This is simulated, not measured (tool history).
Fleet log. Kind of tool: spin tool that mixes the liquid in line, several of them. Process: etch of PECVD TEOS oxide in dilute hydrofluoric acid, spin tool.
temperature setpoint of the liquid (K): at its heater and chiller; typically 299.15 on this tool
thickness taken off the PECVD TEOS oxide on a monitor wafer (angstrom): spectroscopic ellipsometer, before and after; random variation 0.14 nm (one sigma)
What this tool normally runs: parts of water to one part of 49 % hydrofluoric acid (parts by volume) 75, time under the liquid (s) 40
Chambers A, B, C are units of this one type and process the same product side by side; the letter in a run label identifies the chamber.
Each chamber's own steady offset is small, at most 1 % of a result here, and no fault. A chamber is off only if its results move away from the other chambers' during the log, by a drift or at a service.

| run | hour | temperature setpoint of the liquid (K) | parts of water to one part of 49 % hydrofluoric acid (parts by volume) | time under the liquid (s) | hours since the thermometer was replaced | hours since the hydrofluoric acid flow meter was replaced | read-back film thickness of the PECVD TEOS oxide reference wafer, read on the same gauge (nm) | thickness taken off the PECVD TEOS oxide on a monitor wafer (angstrom) |
|---|---|---|---|---|---|---|---|---|
| 1A | 3.0 | 299.15 | 75 | 40 | 66.9 | 360.8 | 69.974 | 174.570 |
| 2C | 6.9 | 299.15 | 75 | 40 | 706.3 | 992.3 | 69.989 | 166.700 |
| 3B | 11.4 | 299.15 | 75 | 40 | 1849.7 | 316.1 | 69.991 | 169.440 |
| 4C | 14.7 | 299.15 | 75 | 40 | 714.1 | 1000.1 | 70.007 | 168.620 |
| 5B | 18.3 | 299.15 | 75 | 40 | 1856.6 | 323.0 | 69.992 | 169.700 |
| 6A | 20.7 | 299.15 | 75 | 40 | 84.6 | 378.5 | 70.021 | 171.000 |
| 7C | 23.8 | 299.15 | 75 | 40 | 723.2 | 1009.2 | 70.004 | 167.390 |
| 8B | 26.7 | 299.15 | 75 | 40 | 1865.0 | 331.4 | 70.013 | 170.930 |
| 9A | 31.2 | 299.15 | 75 | 40 | 95.1 | 389.0 | 69.980 | 169.970 |
| 10C | 34.6 | 299.15 | 75 | 40 | 734.0 | 1020.0 | 69.999 | 166.900 |
| 11B | 38.0 | 299.15 | 75 | 40 | 1876.3 | 342.7 | 70.001 | 167.410 |
| 12A | 41.0 | 299.15 | 75 | 40 | 104.9 | 398.8 | 70.017 | 171.690 |
| 13B | 43.1 | 299.15 | 75 | 40 | 1881.4 | 347.8 | 69.985 | 165.250 |
| 14A | 45.8 | 299.15 | 75 | 40 | 109.7 | 403.6 | 69.989 | 170.560 |
| 15C | 49.9 | 299.15 | 75 | 40 | 749.3 | 1035.3 | 69.999 | 168.810 |
| 16A | 52.9 | 299.15 | 75 | 20 | 116.8 | 410.7 | 69.981 | 85.256 |
| 17C | 56.0 | 299.15 | 75 | 20 | 755.4 | 1041.4 | 69.993 | 84.230 |
| 18B | 60.0 | 299.15 | 75 | 20 | 1898.3 | 364.7 | 70.026 | 81.518 |
| 19C | 64.0 | 303.15 | 75 | 30 | 763.4 | 1049.4 | 70.000 | 149.170 |
| 20A | 68.4 | 303.15 | 75 | 30 | 132.3 | 426.2 | 69.988 | 147.910 |
| 21B | 72.0 | 303.15 | 75 | 30 | 1910.3 | 376.7 | 70.030 | 140.540 |
| 22C | 75.6 | 299.15 | 75 | 40 | 775.0 | 1061.0 | 69.987 | 168.950 |
| 23B | 79.5 | 299.15 | 75 | 40 | 1917.8 | 384.2 | 69.996 | 158.240 |
| 24A | 82.4 | 299.15 | 75 | 40 | 146.3 | 440.2 | 69.997 | 172.400 |

Is one chamber out of step, is the gauge drifting, or do the chambers differ by no more than their own small offsets? For an off chamber, give its letter and the likeliest cause.

One chamber, B, drifts off from the rest bit by bit.
Most likely cause: hydrofluoric acid flow below the setpoint (%) = 6.17.
From this log alone, it may not be told apart from: liquid colder than its thermometer reads (K).

Chamber B could run next with any of the 4 candidate recipes listed below; each alters the usual settings, and their results appear as question marks. Which one brings its results back in line with what the other chambers deliver on the usual settings?
In line means no further than this from the other chambers' mean on the usual settings: thickness taken off the PECVD TEOS oxide on a monitor wafer (angstrom) 4.900
| 25B-1 | 85.7 | 298.65 | 75 | 35 |  |  |  | ? |
| 25B-2 | 85.7 | 299.15 | 65 | 40 |  |  |  | ? |
| 25B-3 | 85.7 | 297.15 | 75 | 40 |  |  |  | ? |
| 25B-4 | 85.7 | 299.15 | 70 | 40 |  |  |  | ? |

What the other chambers average on the usual settings: thickness taken off the PECVD TEOS oxide on a monitor wafer (angstrom) 169.480
| run | thickness taken off the PECVD TEOS oxide on a monitor wafer (angstrom) |
|---|---|
| 25B-1 | 134.150 |
| 25B-2 | 182.920 |
| 25B-3 | 144.460 |
| 25B-4 | 168.660 |
The right change is 25B-4: it brings the chamber back within the allowed miss of the others.
